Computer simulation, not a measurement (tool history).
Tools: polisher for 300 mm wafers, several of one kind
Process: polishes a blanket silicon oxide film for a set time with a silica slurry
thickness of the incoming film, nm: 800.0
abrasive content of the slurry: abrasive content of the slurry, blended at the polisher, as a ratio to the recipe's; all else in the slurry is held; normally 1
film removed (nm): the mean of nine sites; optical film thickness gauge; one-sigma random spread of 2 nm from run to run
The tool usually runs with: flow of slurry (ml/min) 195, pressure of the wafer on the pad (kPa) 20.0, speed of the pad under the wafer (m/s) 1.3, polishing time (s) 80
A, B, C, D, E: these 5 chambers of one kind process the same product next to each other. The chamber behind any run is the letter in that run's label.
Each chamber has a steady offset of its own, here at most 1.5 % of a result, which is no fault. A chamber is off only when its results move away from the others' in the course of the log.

run,hour,flow of slurry (ml/min),pressure of the wafer on the pad (kPa),speed of the pad under the wafer (m/s),abrasive content of the slurry,polishing time (s),film removed (nm)
# hour 6.7: chamber E: slurry nozzle cleaned
# hour 6.8: chamber C: worn pad replaced by a new one
# hour 6.9: chamber E: worn pad replaced by a new one
1B,7.6,195,20.0,1.3,1,80,200.69
2E,12.3,195,20.0,1.3,1,80,204.20
3D,18.5,195,20.0,1.3,1,80,209.14
# hour 19.3: chamber E: slurry blender recalibrated
4C,23.9,195,20.0,1.3,1,80,200.83
5A,27.7,195,20.0,1.3,1,61,155.32
# hour 31.0: chamber C: slurry blender recalibrated
6B,34.2,195,20.0,1.3,1,61,156.84
7A,37.9,195,20.0,1.3,1,61,154.63
# hour 42.1: chamber A: worn pad replaced by a new one
# hour 43.9: chamber D: worn pad replaced by a new one
8E,44.8,195,20.0,1.3,1,61,155.26
9C,51.1,195,20.0,1.3,1,61,155.41
10D,56.1,195,20.0,1.3,1,80,206.68
11B,63.5,195,20.0,1.3,1,80,201.36
# hour 67.6: chamber B: worn pad replaced by a new one
# hour 67.7: chamber A: slurry blender recalibrated
# hour 67.7: chamber D: conditioning disc replaced and pad reconditioned
12A,69.2,195,20.0,1.3,1,80,202.60
13D,73.1,195,20.0,1.3,1,80,201.64
14E,79.9,195,20.0,1.3,1,80,203.20
# hour 86.7: chamber A: head pressure recalibrated
15C,87.0,195,15.2,1.3,1,94,183.03
16D,93.8,195,15.2,1.3,1,94,179.49
# hour 95.6: chamber E: worn pad replaced by a new one
# hour 96.9: chamber D: worn pad replaced by a new one
17B,97.8,195,15.2,1.3,1,94,178.54
# hour 103.4: chamber B: slurry nozzle cleaned
18A,104.2,195,15.2,1.3,1,94,164.13
19E,109.0,195,15.2,1.3,1,94,179.47
20C,113.3,195,20.0,1.3,1,80,201.68
21D,120.5,255,20.0,1.3,1,80,213.96
22E,127.8,255,20.0,1.3,1,80,212.59
# hour 127.9: chamber C: conditioning disc replaced and pad reconditioned
23C,133.0,255,20.0,1.3,1,80,210.46
# hour 138.3: chamber D: head pressure recalibrated
# hour 139.8: chamber A: worn pad replaced by a new one
# hour 139.9: chamber C: worn pad replaced by a new one
24A,140.8,255,20.0,1.3,1,80,188.82
25B,148.1,255,20.0,1.3,1,80,209.21
# hour 148.7: chamber D: worn pad replaced by a new one
26B,156.0,195,15.2,1.3,1,107,208.47
# hour 162.1: chamber D: slurry blender recalibrated
27A,163.9,195,15.2,1.3,1,107,184.14
28E,171.5,195,15.2,1.3,1,107,206.24
# hour 174.0: chamber A: conditioning disc replaced and pad reconditioned
# hour 174.2: chamber D: conditioning disc replaced and pad reconditioned
29C,175.6,195,15.2,1.3,1,107,205.82
30D,183.1,195,15.2,1.3,1,107,206.95
31B,188.0,195,20.0,1.3,1,80,201.63
32A,193.5,195,20.0,1.3,1,80,180.09
# hour 195.6: chamber E: worn pad replaced by a new one
33D,201.5,195,20.0,1.3,1,80,201.35
34C,209.0,195,20.0,1.3,1,80,203.09
35E,213.0,195,20.0,1.3,1,80,204.72

Decide between three cases: one chamber stands off from its peers, the gauge reading all wafers drifts, or nothing is wrong past each chamber's small offset. Where a chamber is off, say which and what most likely put it there.

The work done on chamber A during a service left it standing apart from the others.
Cause: head's pressure below its setpoint, % = 11.5.

Here are 4 candidates for chamber A's next run, each the usual settings with a change, their results left as question marks. Which one brings its results back in line with what the others give on the usual settings?
To be in line, a result may differ from the other chambers' mean on the usual settings by at most: film removed (nm) 6.90
36A-1,218.8,195,18.6,1.24,1.00,75,?
36A-2,218.8,200,20.0,1.54,1.10,80,?
36A-3,218.8,195,20.0,1.30,0.95,74,?
36A-4,218.8,200,22.1,1.30,1.05,80,?

Other chambers, usual settings, mean: film removed (nm) 203.20
run,film removed (nm)
36A-1,151.59
36A-2,215.90
36A-3,163.01
36A-4,204.51
36A-4 puts the chamber back in line with the other chambers.
